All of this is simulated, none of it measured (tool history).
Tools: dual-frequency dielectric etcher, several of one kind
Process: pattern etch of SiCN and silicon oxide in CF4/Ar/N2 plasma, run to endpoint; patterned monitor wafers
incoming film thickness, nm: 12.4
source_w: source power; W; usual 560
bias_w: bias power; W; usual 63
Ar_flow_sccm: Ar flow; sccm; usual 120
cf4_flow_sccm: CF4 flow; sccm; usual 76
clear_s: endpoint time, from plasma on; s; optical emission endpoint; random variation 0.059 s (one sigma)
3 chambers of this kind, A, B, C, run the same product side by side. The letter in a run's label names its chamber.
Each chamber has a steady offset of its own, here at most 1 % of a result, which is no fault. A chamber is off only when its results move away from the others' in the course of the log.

{"run": "1C", "day": 0.488, "source_w": 560, "bias_w": 63, "Ar_flow_sccm": 120, "cf4_flow_sccm": 76, "clear_s": 12.457}
{"run": "2A", "day": 0.925, "source_w": 560, "bias_w": 63, "Ar_flow_sccm": 120, "cf4_flow_sccm": 76, "clear_s": 12.48}
{"run": "3B", "day": 1.167, "source_w": 560, "bias_w": 63, "Ar_flow_sccm": 120, "cf4_flow_sccm": 76, "clear_s": 12.462}
{"run": "4B", "day": 1.542, "source_w": 560, "bias_w": 63, "Ar_flow_sccm": 120, "cf4_flow_sccm": 76, "clear_s": 12.48}
{"day": 1.992, "done": "chamber A: Ar flow controller replaced"}
{"run": "5C", "day": 2.0, "source_w": 560, "bias_w": 63, "Ar_flow_sccm": 120, "cf4_flow_sccm": 76, "clear_s": 12.505}
{"run": "6A", "day": 2.375, "source_w": 560, "bias_w": 63, "Ar_flow_sccm": 93, "cf4_flow_sccm": 76, "clear_s": 12.003}
{"run": "7C", "day": 2.762, "source_w": 560, "bias_w": 63, "Ar_flow_sccm": 93, "cf4_flow_sccm": 76, "clear_s": 12.026}
{"run": "8A", "day": 3.062, "source_w": 560, "bias_w": 63, "Ar_flow_sccm": 93, "cf4_flow_sccm": 76, "clear_s": 12.043}
{"run": "9B", "day": 3.404, "source_w": 560, "bias_w": 70, "Ar_flow_sccm": 120, "cf4_flow_sccm": 76, "clear_s": 12.067}
{"run": "10A", "day": 3.675, "source_w": 560, "bias_w": 70, "Ar_flow_sccm": 120, "cf4_flow_sccm": 76, "clear_s": 12.055}
{"run": "11B", "day": 3.954, "source_w": 560, "bias_w": 70, "Ar_flow_sccm": 120, "cf4_flow_sccm": 76, "clear_s": 12.033}
{"run": "12C", "day": 4.221, "source_w": 560, "bias_w": 63, "Ar_flow_sccm": 120, "cf4_flow_sccm": 76, "clear_s": 12.465}
{"run": "13C", "day": 4.504, "source_w": 560, "bias_w": 63, "Ar_flow_sccm": 120, "cf4_flow_sccm": 76, "clear_s": 12.458}
{"run": "14A", "day": 4.779, "source_w": 560, "bias_w": 63, "Ar_flow_sccm": 120, "cf4_flow_sccm": 76, "clear_s": 12.529}
{"run": "15B", "day": 5.121, "source_w": 560, "bias_w": 63, "Ar_flow_sccm": 120, "cf4_flow_sccm": 76, "clear_s": 12.276}
{"day": 5.138, "done": "chamber A: wet clean of the chamber"}
{"run": "16C", "day": 5.646, "source_w": 670, "bias_w": 63, "Ar_flow_sccm": 129, "cf4_flow_sccm": 76, "clear_s": 10.735}
{"run": "17A", "day": 6.125, "source_w": 670, "bias_w": 63, "Ar_flow_sccm": 129, "cf4_flow_sccm": 76, "clear_s": 10.879}
{"run": "18B", "day": 6.404, "source_w": 670, "bias_w": 63, "Ar_flow_sccm": 129, "cf4_flow_sccm": 76, "clear_s": 10.461}
{"run": "19B", "day": 6.725, "source_w": 560, "bias_w": 63, "Ar_flow_sccm": 120, "cf4_flow_sccm": 76, "clear_s": 12.242}
{"run": "20A", "day": 6.967, "source_w": 560, "bias_w": 63, "Ar_flow_sccm": 135, "cf4_flow_sccm": 76, "clear_s": 12.758}
{"run": "21C", "day": 7.325, "source_w": 560, "bias_w": 63, "Ar_flow_sccm": 135, "cf4_flow_sccm": 76, "clear_s": 12.725}
{"run": "22B", "day": 7.808, "source_w": 560, "bias_w": 63, "Ar_flow_sccm": 135, "cf4_flow_sccm": 76, "clear_s": 12.122}

Next, every chamber runs the same settings. What will each give?
{"run": "23A", "day": 8.208, "source_w": 560, "bias_w": 63, "Ar_flow_sccm": 149, "cf4_flow_sccm": 76, "clear_s": "?"}
{"run": "23B", "day": 8.208, "source_w": 560, "bias_w": 63, "Ar_flow_sccm": 149, "cf4_flow_sccm": 76, "clear_s": "?"}
{"run": "23C", "day": 8.208, "source_w": 560, "bias_w": 63, "Ar_flow_sccm": 149, "cf4_flow_sccm": 76, "clear_s": "?"}

run=23A clear_s=12.966
run=23B clear_s=12.389
run=23C clear_s=13.011

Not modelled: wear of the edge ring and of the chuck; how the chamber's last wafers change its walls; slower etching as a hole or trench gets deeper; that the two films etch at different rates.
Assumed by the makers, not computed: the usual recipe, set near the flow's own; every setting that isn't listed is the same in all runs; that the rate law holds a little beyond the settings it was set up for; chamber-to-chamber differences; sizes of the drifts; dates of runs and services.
